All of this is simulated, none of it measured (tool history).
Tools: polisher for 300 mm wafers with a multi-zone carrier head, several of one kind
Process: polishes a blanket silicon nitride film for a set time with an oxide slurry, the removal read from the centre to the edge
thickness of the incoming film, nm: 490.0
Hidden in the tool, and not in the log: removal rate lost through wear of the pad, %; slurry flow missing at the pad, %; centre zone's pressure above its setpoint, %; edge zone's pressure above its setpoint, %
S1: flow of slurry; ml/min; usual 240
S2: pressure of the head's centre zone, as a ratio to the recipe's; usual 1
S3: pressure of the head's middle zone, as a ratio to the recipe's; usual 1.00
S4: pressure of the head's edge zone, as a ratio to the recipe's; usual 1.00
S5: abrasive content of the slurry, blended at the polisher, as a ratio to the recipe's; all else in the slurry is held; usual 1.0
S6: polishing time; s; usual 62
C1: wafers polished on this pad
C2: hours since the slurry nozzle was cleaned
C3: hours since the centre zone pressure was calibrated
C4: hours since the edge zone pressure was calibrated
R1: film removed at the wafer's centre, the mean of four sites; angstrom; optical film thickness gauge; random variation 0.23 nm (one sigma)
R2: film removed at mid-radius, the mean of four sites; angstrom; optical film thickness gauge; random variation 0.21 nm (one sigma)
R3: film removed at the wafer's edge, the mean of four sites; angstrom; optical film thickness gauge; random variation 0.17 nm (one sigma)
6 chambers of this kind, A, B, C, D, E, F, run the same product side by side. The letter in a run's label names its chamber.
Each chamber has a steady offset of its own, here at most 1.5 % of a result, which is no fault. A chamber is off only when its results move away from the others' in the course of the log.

run,day,S1,S2,S3,S4,S5,S6,C1,C2,C3,C4,R1,R2,R3
# day 0.183: chamber D: worn pad replaced by a new one
1F,0.446,240,1,1.00,1.00,1.0,62,259,316.8,276.6,492.8,230.74,236.34,235.88
2A,0.900,240,1,1.00,1.00,1.0,62,699,445.6,1253.9,380.6,231.60,237.63,236.86
# day 1.062: chamber A: worn pad replaced by a new one
3E,1.121,240,1,1.00,1.00,1.0,62,1009,241.4,78.3,60.6,230.37,235.69,237.70
4D,1.408,240,1,1.00,1.00,1.0,62,279,445.7,151.8,946.2,235.06,234.79,235.02
5B,1.812,240,1,1.00,1.00,1.0,62,498,227.4,860.5,66.8,234.70,236.43,234.46
6C,2.096,240,1,1.00,1.00,1.0,62,762,51.7,201.6,929.1,233.60,234.80,232.11
7A,2.388,240,1,1.00,1.00,1.0,62,302,481.3,1289.6,416.3,228.60,235.42,234.97
8E,2.671,240,1,1.00,1.00,1.0,62,1362,278.6,115.5,97.8,233.79,235.72,237.18
9F,2.942,240,1,1.00,0.90,1.0,62,828,376.7,336.5,552.7,231.15,233.33,222.88
10B,3.179,240,1,1.00,0.90,1.0,62,810,260.2,893.3,99.6,231.64,233.71,221.51
# day 3.317: chamber E: worn pad replaced by a new one
# day 3.362: chamber B: worn pad replaced by a new one
11D,3.450,240,1,1.00,0.90,1.0,62,745,494.7,200.8,995.2,235.27,234.14,221.15
# day 3.738: chamber C: edge zone pressure recalibrated
12C,3.854,240,1,1.00,0.90,1.0,62,1163,93.9,243.8,2.9,235.52,234.59,222.58
13D,4.129,240,1,1.00,0.90,1.0,62,899,511.0,217.1,1011.5,233.54,233.59,221.29
# day 4.329: chamber A: worn pad replaced by a new one
14B,4.446,240,1,1.00,0.90,1.0,62,247,290.6,923.7,130.0,234.97,237.93,219.22
15C,4.696,240,1,1.00,1.00,1.0,62,1354,114.1,264.0,23.1,234.80,233.46,232.90
# day 4.829: chamber C: worn pad replaced by a new one
16F,5.125,240,1,1.00,1.00,1.0,62,1325,429.1,388.9,605.1,233.48,234.77,237.45
# day 5.229: chamber F: worn pad replaced by a new one
17A,5.512,240,1,0.89,1.00,1.0,62,270,556.3,1364.6,491.3,230.02,209.55,235.82
# day 5.542: chamber F: centre zone pressure recalibrated
18E,5.992,240,1,0.89,1.00,1.0,62,610,358.3,195.2,177.5,234.11,210.86,234.20
# day 6.033: chamber A: edge zone pressure recalibrated
# day 6.142: chamber A: slurry nozzle cleaned
# day 6.171: chamber D: edge zone pressure recalibrated
# day 6.267: chamber A: centre zone pressure recalibrated
# day 6.312: chamber D: worn pad replaced by a new one
19C,6.438,240,1,0.89,1.00,1.0,62,367,155.9,305.8,64.9,234.97,212.65,230.72
# day 6.583: chamber E: slurry nozzle cleaned
20F,6.888,240,1,0.89,1.00,1.0,62,378,471.4,32.3,647.4,230.60,211.91,235.73
21A,7.346,240,1,0.89,1.00,1.0,62,688,28.9,26.0,31.6,229.36,208.02,235.63
# day 7.358: chamber A: worn pad replaced by a new one
# day 7.533: chamber B: worn pad replaced by a new one
22D,7.654,240,1,0.89,1.00,1.0,62,306,595.6,301.7,35.6,229.96,209.05,234.84
23E,8.088,240,1,1.00,1.00,1.0,62,1088,36.1,245.5,227.8,233.26,235.26,233.49
24B,8.442,240,1,1.00,1.00,1.0,62,207,386.5,1019.6,225.9,232.33,231.43,233.16
# day 8.783: chamber E: worn pad replaced by a new one
25F,8.821,240,1,1.00,1.11,1.0,62,819,517.8,78.7,693.8,234.71,237.34,250.17
# day 9.038: chamber F: slurry nozzle cleaned
26E,9.296,240,1,1.00,1.11,1.0,62,117,65.1,274.5,256.8,232.58,234.39,250.62
# day 9.479: chamber D: slurry nozzle cleaned
27C,9.717,240,1,1.00,1.11,1.0,62,1114,234.6,384.5,143.6,236.19,233.88,244.87
28D,10.142,240,1,1.00,1.11,1.0,62,873,16.0,361.4,95.3,233.85,235.05,247.29
29B,10.379,240,1,1.00,1.11,1.0,62,648,433.0,1066.1,272.4,230.28,237.54,245.03
30A,10.621,240,1,1.00,1.11,1.0,62,744,107.5,104.6,110.2,232.25,233.30,252.11
# day 10.696: chamber A: worn pad replaced by a new one
# day 10.704: chamber F: worn pad replaced by a new one
31E,10.946,240,1,1.00,1.00,1.0,62,493,104.7,314.1,296.4,233.73,237.35,234.18
# day 10.983: chamber C: worn pad replaced by a new one
# day 11.071: chamber D: worn pad replaced by a new one
32D,11.408,240,1,1.00,1.00,1.0,62,77,46.4,391.8,125.7,237.91,236.28,232.04
# day 11.546: chamber B: centre zone pressure recalibrated
33B,11.750,240,1,1.00,1.00,1.0,62,961,465.9,5.0,305.3,232.50,238.03,229.92
34F,12.108,240,1,1.00,1.00,1.0,62,320,73.8,157.6,772.7,231.43,234.14,234.36
# day 12.304: chamber B: worn pad replaced by a new one
35A,12.333,200,1,1.00,1.00,0.8,62,373,148.6,145.7,151.3,200.28,205.62,205.37
36C,12.788,200,1,1.00,1.00,0.8,62,411,308.3,458.2,217.3,201.61,203.24,205.53
37F,13.062,200,1,1.00,1.00,0.8,62,537,96.7,180.5,795.6,201.00,203.72,208.34
38D,13.471,200,1,1.00,1.00,0.8,62,547,95.9,441.3,175.2,207.01,204.91,206.18
39B,13.683,200,1,1.00,1.00,0.8,62,315,512.3,51.4,351.7,204.68,207.41,204.75
# day 13.950: chamber A: worn pad replaced by a new one
40C,14.012,200,1,1.00,1.00,0.8,62,691,337.7,487.6,246.7,207.38,204.41,206.98
41E,14.371,240,1,1.00,1.00,1.0,62,1274,186.9,396.3,378.6,238.13,235.30,232.85
42A,14.846,240,1,1.00,1.00,1.0,62,205,208.9,206.0,211.6,228.54,234.77,233.58
43B,15.175,240,1,1.00,1.00,1.0,62,655,548.1,87.2,387.5,234.44,232.90,234.85

All 6 chambers run these settings next. Forecast each chamber's results:
44A,15.521,240,1,1.00,1.00,1.3,62,,,,,?,?,?
44B,15.521,240,1,1.00,1.00,1.3,62,,,,,?,?,?
44C,15.521,240,1,1.00,1.00,1.3,62,,,,,?,?,?
44D,15.521,240,1,1.00,1.00,1.3,62,,,,,?,?,?
44E,15.521,240,1,1.00,1.00,1.3,62,,,,,?,?,?
44F,15.521,240,1,1.00,1.00,1.3,62,,,,,?,?,?

run,R1,R2,R3
44A,254.40,259.53,264.00
44B,259.67,263.61,257.97
44C,265.28,260.59,257.56
44D,263.46,261.47,259.48
44E,258.33,264.36,261.56
44F,258.53,262.95,262.20
